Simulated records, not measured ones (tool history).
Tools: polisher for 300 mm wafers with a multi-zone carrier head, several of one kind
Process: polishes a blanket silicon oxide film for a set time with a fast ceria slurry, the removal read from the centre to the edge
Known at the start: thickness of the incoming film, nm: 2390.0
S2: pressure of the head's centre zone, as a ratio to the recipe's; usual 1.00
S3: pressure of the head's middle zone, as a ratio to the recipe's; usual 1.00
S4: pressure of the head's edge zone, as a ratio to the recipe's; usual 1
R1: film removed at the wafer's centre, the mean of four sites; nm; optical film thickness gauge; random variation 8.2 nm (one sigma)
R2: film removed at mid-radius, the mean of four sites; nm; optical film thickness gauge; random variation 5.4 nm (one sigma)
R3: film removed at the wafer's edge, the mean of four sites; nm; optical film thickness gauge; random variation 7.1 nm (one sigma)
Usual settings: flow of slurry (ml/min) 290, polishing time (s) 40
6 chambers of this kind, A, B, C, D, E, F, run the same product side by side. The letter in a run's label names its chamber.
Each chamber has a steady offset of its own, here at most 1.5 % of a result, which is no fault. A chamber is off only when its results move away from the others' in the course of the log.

{"hour": 0.9, "done": "chamber C: edge zone pressure recalibrated"}
{"run": "1E", "hour": 10.4, "flow of slurry (ml/min)": 290, "S2": 1.0, "S3": 1.0, "S4": 1, "polishing time (s)": 40, "R1": 575.93, "R2": 577.54, "R3": 561.45}
{"hour": 13.3, "done": "chamber E: centre zone pressure recalibrated"}
{"run": "2B", "hour": 21.3, "flow of slurry (ml/min)": 290, "S2": 1.0, "S3": 1.0, "S4": 1, "polishing time (s)": 40, "R1": 568.58, "R2": 570.55, "R3": 555.32}
{"run": "3F", "hour": 27.6, "flow of slurry (ml/min)": 290, "S2": 1.0, "S3": 1.0, "S4": 1, "polishing time (s)": 40, "R1": 560.29, "R2": 542.2, "R3": 561.58}
{"hour": 29.1, "done": "chamber F: worn pad replaced by a new one"}
{"run": "4A", "hour": 40.0, "flow of slurry (ml/min)": 290, "S2": 1.0, "S3": 1.0, "S4": 1, "polishing time (s)": 40, "R1": 573.43, "R2": 565.1, "R3": 562.26}
{"hour": 50.6, "done": "chamber C: slurry nozzle cleaned"}
{"run": "5C", "hour": 51.2, "flow of slurry (ml/min)": 290, "S2": 1.0, "S3": 1.0, "S4": 1, "polishing time (s)": 40, "R1": 568.99, "R2": 563.78, "R3": 572.01}
{"run": "6D", "hour": 58.8, "flow of slurry (ml/min)": 290, "S2": 1.0, "S3": 1.0, "S4": 1, "polishing time (s)": 40, "R1": 577.4, "R2": 563.54, "R3": 557.99}
{"run": "7C", "hour": 67.7, "flow of slurry (ml/min)": 290, "S2": 0.95, "S3": 1.0, "S4": 1, "polishing time (s)": 40, "R1": 534.39, "R2": 568.39, "R3": 576.85}
{"hour": 75.8, "done": "chamber E: worn pad replaced by a new one"}
{"run": "8E", "hour": 78.5, "flow of slurry (ml/min)": 290, "S2": 0.95, "S3": 1.0, "S4": 1, "polishing time (s)": 40, "R1": 544.37, "R2": 573.23, "R3": 574.77}
{"run": "9D", "hour": 85.6, "flow of slurry (ml/min)": 290, "S2": 0.95, "S3": 1.0, "S4": 1, "polishing time (s)": 40, "R1": 519.48, "R2": 562.41, "R3": 563.75}
{"hour": 89.6, "done": "chamber B: worn pad replaced by a new one"}
{"run": "10B", "hour": 93.1, "flow of slurry (ml/min)": 290, "S2": 0.95, "S3": 1.0, "S4": 1, "polishing time (s)": 40, "R1": 550.39, "R2": 573.56, "R3": 575.54}
{"hour": 94.6, "done": "chamber A: worn pad replaced by a new one"}
{"hour": 95.5, "done": "chamber C: worn pad replaced by a new one"}
{"hour": 102.5, "done": "chamber D: worn pad replaced by a new one"}
{"hour": 104.5, "done": "chamber D: centre zone pressure recalibrated"}
{"run": "11A", "hour": 105.6, "flow of slurry (ml/min)": 290, "S2": 0.95, "S3": 1.0, "S4": 1, "polishing time (s)": 40, "R1": 530.53, "R2": 561.84, "R3": 571.02}
{"hour": 109.4, "done": "chamber A: centre zone pressure recalibrated"}
{"run": "12F", "hour": 115.4, "flow of slurry (ml/min)": 290, "S2": 0.95, "S3": 1.0, "S4": 1, "polishing time (s)": 40, "R1": 526.38, "R2": 545.94, "R3": 555.1}
{"run": "13F", "hour": 121.9, "flow of slurry (ml/min)": 290, "S2": 1.0, "S3": 1.0, "S4": 1, "polishing time (s)": 40, "R1": 569.64, "R2": 558.3, "R3": 561.68}
{"hour": 123.4, "done": "chamber F: worn pad replaced by a new one"}
{"run": "14A", "hour": 129.1, "flow of slurry (ml/min)": 290, "S2": 1.0, "S3": 1.0, "S4": 1, "polishing time (s)": 40, "R1": 507.77, "R2": 564.05, "R3": 572.36}
{"hour": 142.1, "done": "chamber F: slurry nozzle cleaned"}
{"run": "15B", "hour": 142.4, "flow of slurry (ml/min)": 290, "S2": 1.0, "S3": 1.0, "S4": 1, "polishing time (s)": 40, "R1": 570.27, "R2": 566.07, "R3": 554.0}
{"run": "16C", "hour": 151.8, "flow of slurry (ml/min)": 290, "S2": 1.0, "S3": 1.0, "S4": 1, "polishing time (s)": 40, "R1": 575.63, "R2": 553.96, "R3": 575.57}
{"run": "17D", "hour": 160.4, "flow of slurry (ml/min)": 290, "S2": 1.0, "S3": 1.0, "S4": 1, "polishing time (s)": 40, "R1": 577.37, "R2": 571.84, "R3": 564.6}
{"run": "18E", "hour": 169.1, "flow of slurry (ml/min)": 290, "S2": 1.08, "S3": 1.0, "S4": 1, "polishing time (s)": 40, "R1": 611.5, "R2": 571.38, "R3": 561.21}
{"run": "19F", "hour": 178.8, "flow of slurry (ml/min)": 290, "S2": 1.08, "S3": 1.0, "S4": 1, "polishing time (s)": 40, "R1": 616.45, "R2": 557.62, "R3": 563.97}
{"run": "20B", "hour": 187.0, "flow of slurry (ml/min)": 290, "S2": 1.08, "S3": 1.0, "S4": 1, "polishing time (s)": 40, "R1": 624.29, "R2": 583.08, "R3": 554.9}
{"hour": 187.5, "done": "chamber D: slurry nozzle cleaned"}
{"run": "21C", "hour": 195.3, "flow of slurry (ml/min)": 290, "S2": 1.08, "S3": 1.0, "S4": 1, "polishing time (s)": 40, "R1": 641.34, "R2": 565.92, "R3": 568.89}
{"hour": 201.0, "done": "chamber B: slurry nozzle cleaned"}
{"hour": 201.3, "done": "chamber E: worn pad replaced by a new one"}
{"hour": 203.3, "done": "chamber A: slurry nozzle cleaned"}
{"run": "22A", "hour": 203.6, "flow of slurry (ml/min)": 290, "S2": 1.08, "S3": 1.0, "S4": 1, "polishing time (s)": 40, "R1": 555.4, "R2": 571.38, "R3": 582.02}
{"run": "23D", "hour": 215.6, "flow of slurry (ml/min)": 290, "S2": 1.08, "S3": 1.0, "S4": 1, "polishing time (s)": 40, "R1": 611.57, "R2": 560.72, "R3": 553.37}
{"hour": 219.2, "done": "chamber E: edge zone pressure recalibrated"}
{"run": "24E", "hour": 221.8, "flow of slurry (ml/min)": 290, "S2": 1.0, "S3": 1.0, "S4": 1, "polishing time (s)": 40, "R1": 578.47, "R2": 574.41, "R3": 563.71}
{"run": "25D", "hour": 230.7, "flow of slurry (ml/min)": 290, "S2": 1.0, "S3": 1.0, "S4": 1, "polishing time (s)": 40, "R1": 576.53, "R2": 565.74, "R3": 564.47}
{"hour": 232.6, "done": "chamber D: worn pad replaced by a new one"}
{"hour": 232.7, "done": "chamber F: worn pad replaced by a new one"}
{"run": "26B", "hour": 236.8, "flow of slurry (ml/min)": 290, "S2": 1.0, "S3": 1.0, "S4": 1, "polishing time (s)": 40, "R1": 561.97, "R2": 566.88, "R3": 561.82}
{"run": "27E", "hour": 242.8, "flow of slurry (ml/min)": 290, "S2": 1.0, "S3": 1.0, "S4": 1, "polishing time (s)": 40, "R1": 581.57, "R2": 568.86, "R3": 578.82}
{"hour": 242.9, "done": "chamber C: worn pad replaced by a new one"}
{"run": "28F", "hour": 249.0, "flow of slurry (ml/min)": 290, "S2": 1.0, "S3": 1.0, "S4": 1, "polishing time (s)": 40, "R1": 568.21, "R2": 563.96, "R3": 572.67}
{"run": "29A", "hour": 255.3, "flow of slurry (ml/min)": 290, "S2": 1.0, "S3": 1.0, "S4": 1, "polishing time (s)": 40, "R1": 495.11, "R2": 560.43, "R3": 569.53}
{"hour": 255.9, "done": "chamber B: worn pad replaced by a new one"}
{"run": "30C", "hour": 265.5, "flow of slurry (ml/min)": 290, "S2": 1.0, "S3": 1.0, "S4": 1, "polishing time (s)": 40, "R1": 567.54, "R2": 565.8, "R3": 575.38}
{"hour": 273.5, "done": "chamber C: edge zone pressure recalibrated"}
{"hour": 275.1, "done": "chamber A: worn pad replaced by a new one"}
{"run": "31F", "hour": 275.7, "flow of slurry (ml/min)": 290, "S2": 1.0, "S3": 1.0, "S4": 1, "polishing time (s)": 40, "R1": 531.71, "R2": 560.8, "R3": 562.6}
{"run": "32B", "hour": 287.4, "flow of slurry (ml/min)": 290, "S2": 1.0, "S3": 0.94, "S4": 1, "polishing time (s)": 31, "R1": 442.97, "R2": 409.74, "R3": 431.15}
{"run": "33E", "hour": 299.4, "flow of slurry (ml/min)": 290, "S2": 1.0, "S3": 0.94, "S4": 1, "polishing time (s)": 31, "R1": 435.56, "R2": 412.77, "R3": 444.58}
{"run": "34A", "hour": 307.8, "flow of slurry (ml/min)": 290, "S2": 1.0, "S3": 0.94, "S4": 1, "polishing time (s)": 31, "R1": 404.34, "R2": 417.0, "R3": 445.24}
{"run": "35C", "hour": 313.7, "flow of slurry (ml/min)": 290, "S2": 1.0, "S3": 0.94, "S4": 1, "polishing time (s)": 31, "R1": 440.25, "R2": 408.65, "R3": 445.85}
{"run": "36D", "hour": 323.4, "flow of slurry (ml/min)": 290, "S2": 1.0, "S3": 0.94, "S4": 1, "polishing time (s)": 31, "R1": 439.11, "R2": 403.13, "R3": 438.91}
{"hour": 329.7, "done": "chamber F: worn pad replaced by a new one"}
{"run": "37F", "hour": 331.7, "flow of slurry (ml/min)": 290, "S2": 1.0, "S3": 0.94, "S4": 1, "polishing time (s)": 31, "R1": 429.42, "R2": 411.48, "R3": 443.06}
{"run": "38A", "hour": 340.1, "flow of slurry (ml/min)": 290, "S2": 1.0, "S3": 1.0, "S4": 1, "polishing time (s)": 40, "R1": 532.83, "R2": 559.79, "R3": 567.05}
{"run": "39B", "hour": 346.5, "flow of slurry (ml/min)": 290, "S2": 1.0, "S3": 1.12, "S4": 1, "polishing time (s)": 40, "R1": 553.7, "R2": 629.66, "R3": 557.87}

All 6 chambers run these settings next. Forecast each chamber's results:
{"run": "40A", "hour": 356.2, "flow of slurry (ml/min)": 290, "S2": 1.0, "S3": 1.0, "S4": 1, "polishing time (s)": 40, "R1": "?", "R2": "?", "R3": "?"}
{"run": "40B", "hour": 356.2, "flow of slurry (ml/min)": 290, "S2": 1.0, "S3": 1.0, "S4": 1, "polishing time (s)": 40, "R1": "?", "R2": "?", "R3": "?"}
{"run": "40C", "hour": 356.2, "flow of slurry (ml/min)": 290, "S2": 1.0, "S3": 1.0, "S4": 1, "polishing time (s)": 40, "R1": "?", "R2": "?", "R3": "?"}
{"run": "40D", "hour": 356.2, "flow of slurry (ml/min)": 290, "S2": 1.0, "S3": 1.0, "S4": 1, "polishing time (s)": 40, "R1": "?", "R2": "?", "R3": "?"}
{"run": "40E", "hour": 356.2, "flow of slurry (ml/min)": 290, "S2": 1.0, "S3": 1.0, "S4": 1, "polishing time (s)": 40, "R1": "?", "R2": "?", "R3": "?"}
{"run": "40F", "hour": 356.2, "flow of slurry (ml/min)": 290, "S2": 1.0, "S3": 1.0, "S4": 1, "polishing time (s)": 40, "R1": "?", "R2": "?", "R3": "?"}

run=40A R1=508.42 R2=566.76 R3=573.71
run=40B R1=570.26 R2=568.09 R3=564.10
run=40C R1=572.35 R2=555.55 R3=573.11
run=40D R1=552.00 R2=554.17 R3=545.87
run=40E R1=576.98 R2=572.12 R3=577.55
run=40F R1=559.07 R2=553.90 R3=575.42
